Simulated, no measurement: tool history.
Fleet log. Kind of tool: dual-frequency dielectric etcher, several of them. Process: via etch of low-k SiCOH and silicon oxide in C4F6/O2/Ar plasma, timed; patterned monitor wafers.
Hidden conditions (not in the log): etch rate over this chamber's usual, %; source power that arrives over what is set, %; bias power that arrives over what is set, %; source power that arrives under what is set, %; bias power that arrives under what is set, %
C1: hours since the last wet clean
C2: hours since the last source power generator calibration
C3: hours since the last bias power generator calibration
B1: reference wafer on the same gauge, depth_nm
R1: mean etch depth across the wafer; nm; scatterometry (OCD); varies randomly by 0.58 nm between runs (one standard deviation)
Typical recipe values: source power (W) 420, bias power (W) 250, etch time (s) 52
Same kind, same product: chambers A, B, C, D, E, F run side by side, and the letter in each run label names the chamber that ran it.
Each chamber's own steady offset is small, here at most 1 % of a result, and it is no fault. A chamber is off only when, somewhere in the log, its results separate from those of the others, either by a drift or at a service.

{"run": "1F", "day": 0.354, "source power (W)": 420, "bias power (W)": 250, "etch time (s)": 52, "C1": 378.6, "C2": 2034.8, "C3": 3488.8, "B1": 115.1, "R1": 140.67}
{"run": "2A", "day": 0.646, "source power (W)": 420, "bias power (W)": 250, "etch time (s)": 52, "C1": 241.8, "C2": 651.2, "C3": 1985, "B1": 115.03, "R1": 140.32}
{"run": "3B", "day": 0.896, "source power (W)": 420, "bias power (W)": 250, "etch time (s)": 52, "C1": 125.2, "C2": 2982.5, "C3": 1126.5, "B1": 115, "R1": 137.38}
{"run": "4E", "day": 1.233, "source power (W)": 420, "bias power (W)": 250, "etch time (s)": 52, "C1": 93.7, "C2": 2414.4, "C3": 2292.9, "B1": 114.88, "R1": 139.67}
{"day": 1.275, "done": "chamber F: wet clean of the chamber"}
{"run": "5D", "day": 1.717, "source power (W)": 330, "bias power (W)": 250, "etch time (s)": 59.5, "C1": 195.1, "C2": 3813.4, "C3": 1148.2, "B1": 115.09, "R1": 144.94}
{"run": "6C", "day": 2.233, "source power (W)": 330, "bias power (W)": 250, "etch time (s)": 59.5, "C1": 589.3, "C2": 1685.7, "C3": 613.5, "B1": 114.98, "R1": 144.37}
{"run": "7A", "day": 2.658, "source power (W)": 330, "bias power (W)": 250, "etch time (s)": 59.5, "C1": 290.1, "C2": 699.5, "C3": 2033.3, "B1": 115.08, "R1": 146.83}
{"run": "8F", "day": 3.1, "source power (W)": 330, "bias power (W)": 250, "etch time (s)": 59.5, "C1": 43.9, "C2": 2100.7, "C3": 3554.7, "B1": 114.96, "R1": 144.09}
{"run": "9E", "day": 3.554, "source power (W)": 330, "bias power (W)": 250, "etch time (s)": 59.5, "C1": 149.4, "C2": 2470.1, "C3": 2348.6, "B1": 114.92, "R1": 145}
{"day": 3.617, "done": "chamber C: wet clean of the chamber"}
{"run": "10D", "day": 3.8, "source power (W)": 330, "bias power (W)": 250, "etch time (s)": 59.5, "C1": 245.1, "C2": 3863.4, "C3": 1198.2, "B1": 114.96, "R1": 146.07}
{"run": "11C", "day": 4.071, "source power (W)": 420, "bias power (W)": 250, "etch time (s)": 41, "C1": 11, "C2": 1729.8, "C3": 657.6, "B1": 115.05, "R1": 109.37}
{"run": "12B", "day": 4.325, "source power (W)": 420, "bias power (W)": 250, "etch time (s)": 41, "C1": 207.5, "C2": 3064.8, "C3": 1208.8, "B1": 115.03, "R1": 109.24}
{"run": "13D", "day": 4.838, "source power (W)": 420, "bias power (W)": 250, "etch time (s)": 41, "C1": 270, "C2": 3888.3, "C3": 1223.1, "B1": 115, "R1": 111.02}
{"day": 5.146, "done": "chamber A: wet clean of the chamber"}
{"run": "14C", "day": 5.342, "source power (W)": 420, "bias power (W)": 250, "etch time (s)": 41, "C1": 41.5, "C2": 1760.3, "C3": 688.1, "B1": 114.96, "R1": 109.44}
{"run": "15B", "day": 5.671, "source power (W)": 420, "bias power (W)": 250, "etch time (s)": 41, "C1": 239.8, "C2": 3097.1, "C3": 1241.1, "B1": 114.97, "R1": 108.7}
{"run": "16A", "day": 5.958, "source power (W)": 420, "bias power (W)": 250, "etch time (s)": 41, "C1": 19.5, "C2": 778.7, "C3": 2112.5, "B1": 115.07, "R1": 110.9}
{"run": "17E", "day": 6.25, "source power (W)": 420, "bias power (W)": 250, "etch time (s)": 52, "C1": 214.1, "C2": 2534.8, "C3": 2413.3, "B1": 115.08, "R1": 138.72}
{"run": "18F", "day": 6.554, "source power (W)": 420, "bias power (W)": 250, "etch time (s)": 52, "C1": 126.8, "C2": 2183.6, "C3": 3637.6, "B1": 114.97, "R1": 139.54}
{"day": 6.633, "done": "chamber D: wet clean of the chamber"}
{"run": "19D", "day": 6.871, "source power (W)": 420, "bias power (W)": 250, "etch time (s)": 52, "C1": 5.7, "C2": 3937.1, "C3": 1271.9, "B1": 115.04, "R1": 144.1}
{"run": "20A", "day": 7.154, "source power (W)": 420, "bias power (W)": 250, "etch time (s)": 52, "C1": 48.2, "C2": 807.4, "C3": 2141.2, "B1": 115.04, "R1": 140.69}
{"run": "21C", "day": 7.667, "source power (W)": 420, "bias power (W)": 250, "etch time (s)": 52, "C1": 97.3, "C2": 1816.1, "C3": 743.9, "B1": 114.97, "R1": 139.77}
{"run": "22E", "day": 7.95, "source power (W)": 420, "bias power (W)": 250, "etch time (s)": 52, "C1": 254.9, "C2": 2575.6, "C3": 2454.1, "B1": 114.97, "R1": 138.73}
{"run": "23B", "day": 8.329, "source power (W)": 420, "bias power (W)": 250, "etch time (s)": 52, "C1": 303.6, "C2": 3160.9, "C3": 1304.9, "B1": 114.95, "R1": 138.02}
{"run": "24F", "day": 8.833, "source power (W)": 420, "bias power (W)": 250, "etch time (s)": 52, "C1": 181.5, "C2": 2238.3, "C3": 3692.3, "B1": 115.12, "R1": 138.65}
{"run": "25B", "day": 9.1, "source power (W)": 420, "bias power (W)": 250, "etch time (s)": 52, "C1": 322.1, "C2": 3179.4, "C3": 1323.4, "B1": 115.05, "R1": 138.58}
{"run": "26F", "day": 9.504, "source power (W)": 380, "bias power (W)": 250, "etch time (s)": 46.5, "C1": 197.6, "C2": 2254.4, "C3": 3708.4, "B1": 115, "R1": 120.89}
{"run": "27A", "day": 9.725, "source power (W)": 380, "bias power (W)": 250, "etch time (s)": 46.5, "C1": 109.9, "C2": 869.1, "C3": 2202.9, "B1": 114.99, "R1": 120.96}
{"run": "28E", "day": 10.075, "source power (W)": 380, "bias power (W)": 250, "etch time (s)": 46.5, "C1": 305.9, "C2": 2626.6, "C3": 2505.1, "B1": 115.03, "R1": 120.59}
{"run": "29D", "day": 10.35, "source power (W)": 380, "bias power (W)": 250, "etch time (s)": 46.5, "C1": 89.2, "C2": 4020.6, "C3": 1355.4, "B1": 115.06, "R1": 123.26}
{"run": "30C", "day": 10.817, "source power (W)": 380, "bias power (W)": 250, "etch time (s)": 46.5, "C1": 172.9, "C2": 1891.7, "C3": 819.5, "B1": 115.01, "R1": 119.74}
{"run": "31B", "day": 11.308, "source power (W)": 380, "bias power (W)": 250, "etch time (s)": 46.5, "C1": 375.1, "C2": 3232.4, "C3": 1376.4, "B1": 114.91, "R1": 118.53}
{"run": "32F", "day": 11.754, "source power (W)": 420, "bias power (W)": 250, "etch time (s)": 52, "C1": 251.6, "C2": 2308.4, "C3": 3762.4, "B1": 115.05, "R1": 139.47}
{"run": "33D", "day": 12.096, "source power (W)": 420, "bias power (W)": 250, "etch time (s)": 52, "C1": 131.1, "C2": 4062.5, "C3": 1397.3, "B1": 115.13, "R1": 143.44}
{"run": "34E", "day": 12.6, "source power (W)": 420, "bias power (W)": 250, "etch time (s)": 52, "C1": 366.5, "C2": 2687.2, "C3": 2565.7, "B1": 114.97, "R1": 139.25}
{"run": "35A", "day": 12.842, "source power (W)": 420, "bias power (W)": 250, "etch time (s)": 52, "C1": 184.7, "C2": 943.9, "C3": 2277.7, "B1": 115.01, "R1": 139.91}
{"run": "36C", "day": 13.317, "source power (W)": 420, "bias power (W)": 250, "etch time (s)": 52, "C1": 232.9, "C2": 1951.7, "C3": 879.5, "B1": 115.08, "R1": 137.64}
{"day": 13.538, "done": "chamber B: wet clean of the chamber"}
{"run": "37A", "day": 13.633, "source power (W)": 420, "bias power (W)": 250, "etch time (s)": 52, "C1": 203.7, "C2": 962.9, "C3": 2296.7, "B1": 114.95, "R1": 140.21}
{"run": "38B", "day": 14.05, "source power (W)": 420, "bias power (W)": 250, "etch time (s)": 52, "C1": 12.4, "C2": 3298.2, "C3": 1442.2, "B1": 115.01, "R1": 139.24}
{"run": "39F", "day": 14.421, "source power (W)": 420, "bias power (W)": 250, "etch time (s)": 52, "C1": 315.6, "C2": 2372.4, "C3": 3826.4, "B1": 115.05, "R1": 140.86}
{"run": "40D", "day": 14.729, "source power (W)": 420, "bias power (W)": 250, "etch time (s)": 52, "C1": 194.3, "C2": 4125.7, "C3": 1460.5, "B1": 115.03, "R1": 142.48}
{"run": "41C", "day": 15.138, "source power (W)": 420, "bias power (W)": 298, "etch time (s)": 65, "C1": 276.6, "C2": 1995.4, "C3": 923.2, "B1": 115.18, "R1": 183.94}

Read the log: is a single chamber off, either drifting away or since a service, is the gauge that measures every chamber drifting, or is nothing wrong beyond small per-chamber offsets? Name any odd chamber and what most likely caused it.

A service left chamber D off against the others.
Most likely cause: etch rate over this chamber's usual, % = 2.53.

Which of the 4 candidates below, each the usual settings with something changed and its results left as question marks, puts chamber D back in line with what the other chambers give on the usual settings?
In-line tolerance around the mean of the other chambers on the usual settings: R1 2 nm
{"run": "42D-1", "day": 15.508, "source power (W)": 430, "bias power (W)": 253, "etch time (s)": 54.5, "R1": "?"}
{"run": "42D-2", "day": 15.508, "source power (W)": 420, "bias power (W)": 249, "etch time (s)": 50.5, "R1": "?"}
{"run": "42D-3", "day": 15.508, "source power (W)": 410, "bias power (W)": 250, "etch time (s)": 49, "R1": "?"}
{"run": "42D-4", "day": 15.508, "source power (W)": 420, "bias power (W)": 250, "etch time (s)": 53.5, "R1": "?"}

Other chambers, usual settings, mean: R1 139.25 nm
run=42D-1 R1=152.45
run=42D-2 R1=139.22
run=42D-3 R1=134.01
run=42D-4 R1=147.69
It is 42D-2 that realigns the chamber with its peers.

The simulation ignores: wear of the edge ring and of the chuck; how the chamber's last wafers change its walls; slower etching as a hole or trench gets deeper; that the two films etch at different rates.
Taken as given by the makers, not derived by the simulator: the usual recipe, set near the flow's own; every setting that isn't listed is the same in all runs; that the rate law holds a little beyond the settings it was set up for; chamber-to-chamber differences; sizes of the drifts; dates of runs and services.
